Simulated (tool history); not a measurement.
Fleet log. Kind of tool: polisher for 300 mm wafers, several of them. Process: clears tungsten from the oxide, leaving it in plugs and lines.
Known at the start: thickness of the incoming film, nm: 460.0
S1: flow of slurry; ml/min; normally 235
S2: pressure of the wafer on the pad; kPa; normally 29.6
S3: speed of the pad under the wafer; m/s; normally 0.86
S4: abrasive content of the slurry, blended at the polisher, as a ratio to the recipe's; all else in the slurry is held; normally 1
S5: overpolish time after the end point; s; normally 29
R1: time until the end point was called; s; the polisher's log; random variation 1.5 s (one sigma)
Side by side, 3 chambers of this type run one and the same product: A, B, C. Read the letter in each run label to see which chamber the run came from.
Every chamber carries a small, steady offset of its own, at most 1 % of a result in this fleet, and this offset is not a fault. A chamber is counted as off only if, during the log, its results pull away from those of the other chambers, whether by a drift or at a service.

-- hour=0.3 chamber C: worn pad replaced by a new one
-- hour=0.3 chamber B: slurry nozzle cleaned
run 1C hour=9.6 | S1=235 S2=29.6 S3=0.86 S4=1 S5=29 | R1=104.620
-- hour=13.4 chamber B: worn pad replaced by a new one
run 2A hour=16.0 | S1=235 S2=29.6 S3=0.86 S4=1 S5=29 | R1=108.510
run 3B hour=26.7 | S1=235 S2=29.6 S3=0.86 S4=1 S5=29 | R1=104.620
-- hour=26.8 chamber A: slurry tank refilled with fresh slurry and peroxide
run 4A hour=34.5 | S1=235 S2=29.6 S3=0.86 S4=1 S5=29 | R1=107.090
-- hour=37.5 chamber B: slurry tank refilled with fresh slurry and peroxide
run 5C hour=46.6 | S1=235 S2=29.6 S3=0.86 S4=1 S5=29 | R1=105.050
run 6B hour=57.0 | S1=235 S2=29.6 S3=0.86 S4=1 S5=29 | R1=104.040
run 7A hour=64.0 | S1=235 S2=29.6 S3=0.86 S4=1 S5=29 | R1=107.860
-- hour=73.4 chamber A: worn pad replaced by a new one
run 8B hour=73.8 | S1=235 S2=35.2 S3=0.86 S4=1 S5=41 | R1=88.575
-- hour=75.7 chamber C: worn pad replaced by a new one
-- hour=78.8 chamber C: slurry tank refilled with fresh slurry and peroxide
run 9C hour=86.5 | S1=235 S2=35.2 S3=0.86 S4=1 S5=41 | R1=88.036
run 10A hour=92.8 | S1=235 S2=35.2 S3=0.86 S4=1 S5=41 | R1=91.165
run 11B hour=100.5 | S1=235 S2=29.6 S3=0.86 S4=1 S5=29 | R1=104.380
run 12C hour=107.7 | S1=235 S2=29.6 S3=0.86 S4=1 S5=29 | R1=105.280
-- hour=111.9 chamber C: slurry blender recalibrated
-- hour=113.7 chamber B: head pressure recalibrated
-- hour=115.4 chamber A: slurry tank refilled with fresh slurry and peroxide
run 13B hour=115.9 | S1=235 S2=29.6 S3=0.86 S4=1 S5=29 | R1=105.260
run 14C hour=127.1 | S1=200 S2=29.6 S3=0.86 S4=1 S5=29 | R1=107.240
-- hour=127.2 chamber B: worn pad replaced by a new one
-- hour=130.0 chamber B: slurry tank refilled with fresh slurry and peroxide
run 15A hour=135.6 | S1=200 S2=29.6 S3=0.86 S4=1 S5=29 | R1=109.820
-- hour=144.6 chamber A: worn pad replaced by a new one
run 16A hour=146.6 | S1=200 S2=29.6 S3=0.86 S4=1 S5=29 | R1=110.390
-- hour=149.8 chamber C: worn pad replaced by a new one
run 17C hour=158.8 | S1=235 S2=29.6 S3=0.86 S4=1 S5=29 | R1=107.340
run 18B hour=165.0 | S1=235 S2=37.2 S3=0.86 S4=1 S5=38 | R1=85.777
run 19B hour=170.9 | S1=235 S2=37.2 S3=0.86 S4=1 S5=38 | R1=82.127
run 20A hour=183.7 | S1=235 S2=37.2 S3=0.86 S4=1 S5=38 | R1=83.891
run 21C hour=190.4 | S1=235 S2=29.6 S3=0.76 S4=1 S5=19 | R1=119.640

Each of the 3 chambers runs these same settings next. Fill in every chamber's results:
run 22A hour=199.7 | S1=185 S2=29.6 S3=0.86 S4=1 S5=29 | R1=?
run 22B hour=199.7 | S1=185 S2=29.6 S3=0.86 S4=1 S5=29 | R1=?
run 22C hour=199.7 | S1=185 S2=29.6 S3=0.86 S4=1 S5=29 | R1=?

run=22A R1=109.320
run=22B R1=107.960
run=22C R1=110.260
